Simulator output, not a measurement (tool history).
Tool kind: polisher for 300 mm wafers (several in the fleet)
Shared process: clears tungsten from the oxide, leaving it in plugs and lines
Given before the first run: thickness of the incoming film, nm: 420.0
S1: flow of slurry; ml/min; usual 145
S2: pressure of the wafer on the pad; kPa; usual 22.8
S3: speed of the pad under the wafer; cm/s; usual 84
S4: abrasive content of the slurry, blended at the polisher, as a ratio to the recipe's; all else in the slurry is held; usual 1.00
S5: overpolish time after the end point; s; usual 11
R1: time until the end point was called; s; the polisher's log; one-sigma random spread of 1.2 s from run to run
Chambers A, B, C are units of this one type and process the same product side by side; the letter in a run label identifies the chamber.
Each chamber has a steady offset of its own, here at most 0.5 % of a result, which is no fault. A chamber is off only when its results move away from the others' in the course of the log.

{"hour": 5.8, "done": "chamber C: worn pad replaced by a new one"}
{"hour": 9.7, "done": "chamber A: slurry blender recalibrated"}
{"run": "1B", "hour": 11.9, "S1": 145, "S2": 22.8, "S3": 84, "S4": 1.0, "S5": 11, "R1": 131.82}
{"hour": 18.2, "done": "chamber B: worn pad replaced by a new one"}
{"run": "2A", "hour": 18.7, "S1": 145, "S2": 22.8, "S3": 84, "S4": 1.0, "S5": 11, "R1": 127.23}
{"run": "3C", "hour": 28.8, "S1": 145, "S2": 22.8, "S3": 84, "S4": 1.0, "S5": 11, "R1": 132.2}
{"run": "4C", "hour": 37.6, "S1": 145, "S2": 22.8, "S3": 84, "S4": 1.0, "S5": 11, "R1": 130.07}
{"hour": 44.1, "done": "chamber B: slurry nozzle cleaned"}
{"run": "5B", "hour": 49.6, "S1": 145, "S2": 22.8, "S3": 84, "S4": 1.0, "S5": 11, "R1": 127.81}
{"run": "6A", "hour": 59.2, "S1": 145, "S2": 22.8, "S3": 84, "S4": 1.0, "S5": 11, "R1": 129.55}
{"hour": 61.1, "done": "chamber C: slurry nozzle cleaned"}
{"hour": 63.3, "done": "chamber C: slurry tank refilled with fresh slurry and peroxide"}
{"run": "7B", "hour": 70.0, "S1": 145, "S2": 22.8, "S3": 84, "S4": 1.0, "S5": 11, "R1": 129.52}
{"run": "8C", "hour": 79.8, "S1": 145, "S2": 22.8, "S3": 84, "S4": 1.25, "S5": 5, "R1": 123.17}
{"run": "9A", "hour": 90.8, "S1": 145, "S2": 22.8, "S3": 84, "S4": 1.25, "S5": 5, "R1": 121.33}
{"run": "10C", "hour": 103.3, "S1": 145, "S2": 22.8, "S3": 84, "S4": 1.25, "S5": 5, "R1": 119.46}
{"run": "11B", "hour": 116.8, "S1": 145, "S2": 22.8, "S3": 84, "S4": 1.0, "S5": 11, "R1": 129.31}
{"hour": 126.5, "done": "chamber C: worn pad replaced by a new one"}
{"hour": 127.6, "done": "chamber B: slurry tank refilled with fresh slurry and peroxide"}
{"hour": 129.0, "done": "chamber A: worn pad replaced by a new one"}
{"run": "12A", "hour": 129.9, "S1": 145, "S2": 22.8, "S3": 84, "S4": 1.0, "S5": 11, "R1": 127.66}
{"hour": 131.3, "done": "chamber A: slurry tank refilled with fresh slurry and peroxide"}
{"run": "13B", "hour": 141.0, "S1": 145, "S2": 19.3, "S3": 84, "S4": 1.3, "S5": 11, "R1": 141.98}
{"hour": 151.4, "done": "chamber B: worn pad replaced by a new one"}
{"run": "14A", "hour": 154.0, "S1": 145, "S2": 19.3, "S3": 84, "S4": 1.3, "S5": 11, "R1": 140.02}
{"hour": 163.5, "done": "chamber B: slurry blender recalibrated"}
{"run": "15C", "hour": 166.3, "S1": 145, "S2": 19.3, "S3": 84, "S4": 1.3, "S5": 11, "R1": 146.78}
{"hour": 169.4, "done": "chamber C: slurry tank refilled with fresh slurry and peroxide"}
{"run": "16C", "hour": 176.6, "S1": 145, "S2": 22.8, "S3": 84, "S4": 1.0, "S5": 11, "R1": 132.21}
{"run": "17B", "hour": 189.4, "S1": 145, "S2": 22.8, "S3": 54, "S4": 1.0, "S5": 11, "R1": 203.87}
{"run": "18A", "hour": 200.7, "S1": 145, "S2": 22.8, "S3": 54, "S4": 1.0, "S5": 11, "R1": 201.75}
{"run": "19B", "hour": 212.1, "S1": 145, "S2": 22.8, "S3": 54, "S4": 1.0, "S5": 11, "R1": 204.2}
{"run": "20C", "hour": 218.9, "S1": 145, "S2": 22.8, "S3": 84, "S4": 1.0, "S5": 11, "R1": 133.69}
{"run": "21A", "hour": 226.6, "S1": 145, "S2": 22.8, "S3": 66, "S4": 1.0, "S5": 11, "R1": 163.15}
{"hour": 229.1, "done": "chamber C: worn pad replaced by a new one"}
{"run": "22B", "hour": 233.5, "S1": 145, "S2": 22.8, "S3": 66, "S4": 1.0, "S5": 11, "R1": 162.39}
{"run": "23C", "hour": 241.8, "S1": 145, "S2": 22.8, "S3": 66, "S4": 1.0, "S5": 11, "R1": 174.66}
{"hour": 246.3, "done": "chamber A: worn pad replaced by a new one"}
{"run": "24A", "hour": 252.0, "S1": 145, "S2": 20.0, "S3": 84, "S4": 1.0, "S5": 11, "R1": 145.05}
{"run": "25C", "hour": 260.9, "S1": 145, "S2": 20.0, "S3": 84, "S4": 1.0, "S5": 11, "R1": 158.23}
{"run": "26A", "hour": 274.3, "S1": 145, "S2": 20.0, "S3": 84, "S4": 1.0, "S5": 11, "R1": 145.56}

Predict what each chamber gives when all 3 of them run the settings below next.
{"run": "27A", "hour": 284.1, "S1": 145, "S2": 22.8, "S3": 84, "S4": 1.0, "S5": 11, "R1": "?"}
{"run": "27B", "hour": 284.1, "S1": 145, "S2": 22.8, "S3": 84, "S4": 1.0, "S5": 11, "R1": "?"}
{"run": "27C", "hour": 284.1, "S1": 145, "S2": 22.8, "S3": 84, "S4": 1.0, "S5": 11, "R1": "?"}

run=27A R1=128.54
run=27B R1=128.60
run=27C R1=140.48
